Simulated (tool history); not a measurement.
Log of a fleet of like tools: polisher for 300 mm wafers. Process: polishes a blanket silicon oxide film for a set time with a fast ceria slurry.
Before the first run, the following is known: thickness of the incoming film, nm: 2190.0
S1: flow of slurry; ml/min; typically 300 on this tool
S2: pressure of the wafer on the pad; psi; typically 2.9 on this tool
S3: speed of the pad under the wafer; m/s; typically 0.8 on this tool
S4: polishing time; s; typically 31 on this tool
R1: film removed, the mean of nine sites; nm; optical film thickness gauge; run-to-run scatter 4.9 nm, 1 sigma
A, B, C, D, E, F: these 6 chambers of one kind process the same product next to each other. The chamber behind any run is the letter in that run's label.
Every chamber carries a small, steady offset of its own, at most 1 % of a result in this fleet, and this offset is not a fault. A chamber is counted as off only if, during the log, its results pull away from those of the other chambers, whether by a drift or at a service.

run   hour   S1   S2    S3  S4      R1
 1A    3.8  300  2.9   0.8  31   329.3
 2D    7.5  300  2.9   0.8  31  342.56
 3B   10.1  300  2.9   0.8  31  332.92
 4C   12.7  300  2.9   0.8  31  336.02
      14.8  -- chamber A: worn pad replaced by a new one
      14.8  -- chamber D: worn pad replaced by a new one
      15.8  -- chamber C: worn pad replaced by a new one
 5E   16.9  300  2.9   0.8  31  332.43
 6F   19.2  400  2.9  0.92  31  391.56
 7B   21.6  400  2.9  0.92  31  391.22
 8A   24.8  400  2.9  0.92  31  390.16
      26.2  -- chamber F: worn pad replaced by a new one
 9F   28.6  400  2.9  0.92  31  395.27
10C   32.4  400  2.9  0.92  31   397.1
11D   34.8  400  2.9  0.92  31  394.04
12E   37.3  300  2.9   0.8  31  331.49
13A   40.4  300  2.9   0.8  31  333.69
14E   43.4  300  2.9   0.8  31  326.65
15F   46.4  300  2.9   0.8  31  337.22
16B   49.8  300  2.9   0.8  31  333.71
      50.9  -- chamber B: worn pad replaced by a new one
      53.1  -- chamber E: worn pad replaced by a new one
17D   53.2  300  2.9   0.8  31  334.32
18C   56.3  300  2.9   0.8  31     329
19B   58.6  300  2.9   0.8  31  336.82
20C   62.6  300  2.9   0.8  31  325.01
21D   65.7  300  2.9   0.8  31  334.02
22A   69.7  300  2.9   0.8  31  330.12
23E   73.3  300  2.9   0.8  31  326.77
      75.5  -- chamber C: worn pad replaced by a new one
24F   76.9  300  2.9   0.8  37  392.81
25E   79.9  300  2.9   0.8  37  393.07
      80.1  -- chamber D: worn pad replaced by a new one
26C   83.9  300  2.9   0.8  37  403.03
27B   86.5  300  2.9   0.8  37  416.57
      88.9  -- chamber A: worn pad replaced by a new one
28D   89.9  300  2.9   0.8  37  402.16
29F   93.8  300  2.9   0.8  37  398.42
30A   97.4  300  2.9   0.8  31  330.61
     101.1  -- chamber F: worn pad replaced by a new one
31E  101.3  300  2.9   0.8  31  335.34
     103.2  -- chamber E: worn pad replaced by a new one
32B  103.5  300  2.9   0.8  31  370.52
     105.6  -- chamber B: worn pad replaced by a new one
33C  106.9  300  2.9   0.8  31  330.52
34D  109.9  300  2.9   0.8  31  333.23
35F  113.3  300  3.5   0.8  41  536.16
36A  117.1  300  3.5   0.8  41  533.24
37B  120.5  300  3.5   0.8  41  585.83
38A  123.2  300  3.5   0.8  41  534.88
39D  125.7  300  3.5   0.8  41  541.93
40E  127.9  300  3.5   0.8  41  530.56
41C  131.2  300  2.9   0.8  31  328.22

Has any chamber moved away from the others, gradually or after a service, or does the common gauge drift, or do the chambers differ only by their own small steady offsets? State the chamber and the most likely cause if one applies.

One chamber, B, drifts off from the rest bit by bit.
Most likely cause: head's pressure above its setpoint, % = 12.4.

Which of the 4 candidates below, each the usual settings with something changed and its results left as question marks, puts chamber B back in line with what the other chambers give on the usual settings?
Allowed miss from the other chambers' usual-settings mean, per result, to count as in line: R1 17 nm
42B-1  134.3  300  2.8  0.76  30   ?
42B-2  134.3  300    3  0.84  32   ?
42B-3  134.3  300  2.9   0.8  32   ?
42B-4  134.3  300  2.9   0.8  30   ?

The other chambers' mean on the usual settings: R1 332.34 nm
  run      R1
42B-1   330.2
42B-2  417.27
42B-3  384.08
42B-4  360.07
42B-1 brings the chamber back in line.
